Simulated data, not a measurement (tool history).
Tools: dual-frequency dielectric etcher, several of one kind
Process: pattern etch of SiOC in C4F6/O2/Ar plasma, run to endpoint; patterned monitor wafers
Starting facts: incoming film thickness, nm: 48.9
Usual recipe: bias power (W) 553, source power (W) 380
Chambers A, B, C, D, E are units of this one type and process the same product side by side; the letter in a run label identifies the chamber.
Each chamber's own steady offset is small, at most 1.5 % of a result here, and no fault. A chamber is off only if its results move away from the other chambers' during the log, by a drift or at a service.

run	hour	bias power (W)	source power (W)	hours since the last wet clean	hours since the last bias power generator calibration	hours since the last source power generator calibration	endpoint time (s)
1A	2.2	553	380	52.7	1390.4	3279.1	16.125
2B	4.5	553	380	405.4	1310.8	2548.1	15.969
3E	8.9	553	380	294.5	3182.0	1969.9	16.026
4C	11.1	553	380	59.3	188.4	200.3	16.065
5D	13.8	440	310	32.2	861.0	2318.4	18.996
6C	16.5	440	310	64.7	193.8	205.7	18.866
7A	20.9	440	310	71.4	1409.1	3297.8	19.047
8D	25.5	440	310	43.9	872.7	2330.1	18.950
9B	28.6	440	310	429.5	1334.9	2572.2	18.578
10E	31.0	553	380	316.6	3204.1	1992.0	15.995
11A	34.7	553	380	85.2	1422.9	3311.6	16.036
12C	39.2	553	380	87.4	216.5	228.4	16.098
13B	41.3	553	380	442.2	1347.6	2584.9	15.974
14D	43.3	553	380	61.7	890.5	2347.9	16.149
15E	45.3	553	380	330.9	3218.4	2006.3	15.922
16D	48.6	553	380	67.0	895.8	2353.2	16.177
17B	52.4	553	380	453.3	1358.7	2596.0	16.077
18A	55.8	553	380	106.3	1444.0	3332.7	16.191
19E	57.9	553	380	343.5	3231.0	2018.9	15.954
20C	60.9	553	380	109.1	238.2	250.1	16.069
21D	65.3	553	440	83.7	912.5	2369.9	15.203
22E	68.0	553	440	353.6	3241.1	2029.0	15.069
23C	70.1	553	440	118.3	247.4	259.3	15.303
24A	73.5	553	440	124.0	1461.7	3350.4	15.279
25B	77.6	553	440	478.5	1383.9	2621.2	15.458
26E	82.2	553	380	367.8	3255.3	2043.2	16.067
27C	85.3	553	380	133.5	262.6	274.5	16.089
28B	88.8	553	380	489.7	1395.1	2632.4	16.369
29D	91.8	451	410	110.2	939.0	2396.4	16.977
30A	95.9	451	410	146.4	1484.1	3372.8	17.004
31E	99.3	451	410	384.9	3272.4	2060.3	16.659
32B	102.2	451	410	503.1	1408.5	2645.8	17.352
33C	106.0	451	410	154.2	283.3	295.2	16.994
34A	110.6	553	380	161.1	1498.8	3387.5	16.073
35D	113.1	553	380	131.5	960.3	2417.7	16.281
36E	116.1	553	380	401.7	3289.2	2077.1	15.851
37C	119.2	553	380	167.4	296.5	308.4	16.020
38B	123.6	553	330	524.5	1429.9	2667.2	17.473
39D	127.4	553	330	145.8	974.6	2432.0	16.913
40A	130.7	553	330	181.2	1518.9	3407.6	16.878
41E	134.3	553	330	419.9	3307.4	2095.3	16.892
42C	137.5	553	330	185.7	314.8	326.7	17.019
43B	140.4	553	380	541.3	1446.7	2684.0	16.774
44A	143.8	553	380	194.3	1532.0	3420.7	16.160

For the next run the whole fleet of 5 chambers uses the same settings. Give each chamber's results:
45A	147.2	553	380				?
45B	147.2	553	380				?
45C	147.2	553	380				?
45D	147.2	553	380				?
45E	147.2	553	380				?

run	endpoint time (s)
45A	16.062
45B	16.824
45C	16.225
45D	16.008
45E	15.917
